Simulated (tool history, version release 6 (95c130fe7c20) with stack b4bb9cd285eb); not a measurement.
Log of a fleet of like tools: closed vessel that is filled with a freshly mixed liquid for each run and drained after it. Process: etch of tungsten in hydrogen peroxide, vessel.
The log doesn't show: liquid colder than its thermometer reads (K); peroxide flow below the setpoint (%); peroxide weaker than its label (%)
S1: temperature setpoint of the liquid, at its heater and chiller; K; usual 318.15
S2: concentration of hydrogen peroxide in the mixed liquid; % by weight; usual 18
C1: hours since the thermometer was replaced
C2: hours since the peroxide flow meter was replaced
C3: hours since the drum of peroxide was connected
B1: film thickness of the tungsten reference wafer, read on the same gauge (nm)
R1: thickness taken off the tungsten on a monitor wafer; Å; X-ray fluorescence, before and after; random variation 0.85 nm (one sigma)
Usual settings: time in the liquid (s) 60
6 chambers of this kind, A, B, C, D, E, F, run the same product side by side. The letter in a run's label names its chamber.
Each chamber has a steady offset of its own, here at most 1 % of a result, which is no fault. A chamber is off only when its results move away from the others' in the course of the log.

Run 1B, day 0.496: usual settings; C1 1607.7; C2 583.9; C3 1173.5; B1 99.959. Result: R1 1178.4 Å.
At day 0.746: chamber C: new drum of peroxide connected.
Run 2C, day 0.85: usual settings; C1 1683.4; C2 446.3; C3 2.6; B1 99.96. Result: R1 1161.4 Å.
Run 3F, day 1.117: usual settings; C1 48.9; C2 401.6; C3 1045.9; B1 100.03. Result: R1 1159.3 Å.
Run 4A, day 1.354: usual settings; C1 1100.8; C2 489.5; C3 316.5; B1 100.01. Result: R1 1177.4 Å.
Run 5E, day 1.721: usual settings; C1 1105.6; C2 874.1; C3 897.2; B1 100.05. Result: R1 1169.9 Å.
Run 6D, day 2.192: usual settings; C1 156.8; C2 185.2; C3 271.4; B1 100.01. Result: R1 1157.1 Å.
At day 2.283: chamber B: new drum of peroxide connected.
Run 7E, day 2.65: usual settings; C1 1127.9; C2 896.4; C3 919.5; B1 100.04. Result: R1 1159.6 Å.
Run 8A, day 3.05: usual settings; C1 1141.5; C2 530.2; C3 357.2; B1 99.975. Result: R1 1151.4 Å.
Run 9B, day 3.504: usual settings; C1 1679.9; C2 656.1; C3 29.4; B1 100.01. Result: R1 1180.8 Å.
Run 10D, day 3.883: usual settings; C1 197.4; C2 225.8; C3 312; B1 100.01. Result: R1 1157.3 Å.
Run 11C, day 4.396: usual settings but S1 324.65 K; C1 1768.5; C2 531.4; C3 87.7; B1 99.944. Result: R1 1757.3 Å.
Run 12F, day 4.729: usual settings but S1 324.65 K; C1 135.6; C2 488.3; C3 1132.6; B1 100.02. Result: R1 1758 Å.
At day 4.925: chamber C: thermometer replaced.
Run 13D, day 5.096: usual settings but S1 324.65 K; C1 226.5; C2 254.9; C3 341.1; B1 100.02. Result: R1 1740.2 Å.
Run 14C, day 5.483: usual settings but S1 324.65 K; C1 13.5; C2 557.5; C3 113.8; B1 99.967. Result: R1 1738 Å.
Run 15B, day 5.767: usual settings but S1 324.65 K; C1 1734.2; C2 710.4; C3 83.7; B1 99.955. Result: R1 1764.6 Å.
Run 16E, day 6.117: usual settings but S1 324.65 K; C1 1211.1; C2 979.6; C3 1002.7; B1 99.971. Result: R1 1718.8 Å.
At day 6.212: chamber E: new drum of peroxide connected.
Run 17F, day 6.35: usual settings; C1 174.5; C2 527.2; C3 1171.5; B1 99.993. Result: R1 1168.9 Å.
Run 18A, day 6.85: usual settings; C1 1232.7; C2 621.4; C3 448.4; B1 99.96. Result: R1 1161.2 Å.
Run 19C, day 7.146: usual settings; C1 53.4; C2 597.4; C3 153.7; B1 99.959. Result: R1 1173.8 Å.
Run 20D, day 7.425: usual settings but S2 21 % by weight; C1 282.4; C2 310.8; C3 397; B1 100.04. Result: R1 1258.6 Å.
Run 21E, day 7.838: usual settings but S2 21 % by weight; C1 1252.4; C2 1020.9; C3 39; B1 100.01. Result: R1 1274.1 Å.
Run 22A, day 8.208: usual settings but S2 21 % by weight; C1 1265.3; C2 654; C3 481; B1 99.994. Result: R1 1239.4 Å.
Run 23B, day 8.45: usual settings but S2 21 % by weight; C1 1798.6; C2 774.8; C3 148.1; B1 99.975. Result: R1 1263.8 Å.
Run 24F, day 8.754: usual settings but S2 21 % by weight; C1 232.2; C2 584.9; C3 1229.2; B1 100.06. Result: R1 1276.5 Å.
Run 25A, day 9.104: usual settings but S2 21 % by weight; C1 1286.8; C2 675.5; C3 502.5; B1 99.979. Result: R1 1247.6 Å.
Run 26F, day 9.429: usual settings; C1 248.4; C2 601.1; C3 1245.4; B1 99.988. Result: R1 1173.1 Å.
Run 27B, day 9.696: usual settings; C1 1828.5; C2 804.7; C3 178; B1 99.953. Result: R1 1191 Å.
Run 28C, day 10.162: usual settings; C1 125.8; C2 669.8; C3 226.1; B1 100. Result: R1 1181.6 Å.
Run 29D, day 10.658: usual settings; C1 360; C2 388.4; C3 474.6; B1 99.984. Result: R1 1155.6 Å.
Run 30E, day 11.017: usual settings but S1 323.15 K; C1 1328.7; C2 1097.2; C3 115.3; B1 99.989. Result: R1 1588.9 Å.
Run 31C, day 11.254: usual settings but S1 323.15 K; C1 152; C2 696; C3 252.3; B1 100.03. Result: R1 1588.4 Å.
Run 32F, day 11.762: usual settings but S1 323.15 K; C1 304.4; C2 657.1; C3 1301.4; B1 100.02. Result: R1 1604.3 Å.
At day 12.158: chamber D: new drum of peroxide connected.
Run 33D, day 12.242: usual settings but S1 323.15 K; C1 398; C2 426.4; C3 2.1; B1 99.972. Result: R1 1601.4 Å.
Run 34E, day 12.55: usual settings but S1 323.15 K; C1 1365.5; C2 1134; C3 152.1; B1 99.979. Result: R1 1600 Å.
Run 35A, day 12.854: usual settings but S1 323.15 K; C1 1376.8; C2 765.5; C3 592.5; B1 100.02. Result: R1 1588.1 Å.
Run 36B, day 13.158: usual settings; C1 1911.6; C2 887.8; C3 261.1; B1 100.04. Result: R1 1174.9 Å.
Run 37B, day 13.571: usual settings; C1 1921.5; C2 897.7; C3 271; B1 100.03. Result: R1 1168.3 Å.
Run 38E, day 14.038: usual settings; C1 1401.2; C2 1169.7; C3 187.8; B1 99.949. Result: R1 1153.6 Å.
Run 39A, day 14.421: usual settings; C1 1414.4; C2 803.1; C3 630.1; B1 99.984. Result: R1 1143.8 Å.

All 6 chambers run these settings next. Forecast each chamber's results:
Run 40A, day 14.796: usual settings. Result: R1 ?.
Run 40B, day 14.796: usual settings. Result: R1 ?.
Run 40C, day 14.796: usual settings. Result: R1 ?.
Run 40D, day 14.796: usual settings. Result: R1 ?.
Run 40E, day 14.796: usual settings. Result: R1 ?.
Run 40F, day 14.796: usual settings. Result: R1 ?.

run      R1
40A  1171.1
40B  1176.7
40C    1168
40D  1167.7
40E  1159.6
40F  1183.1
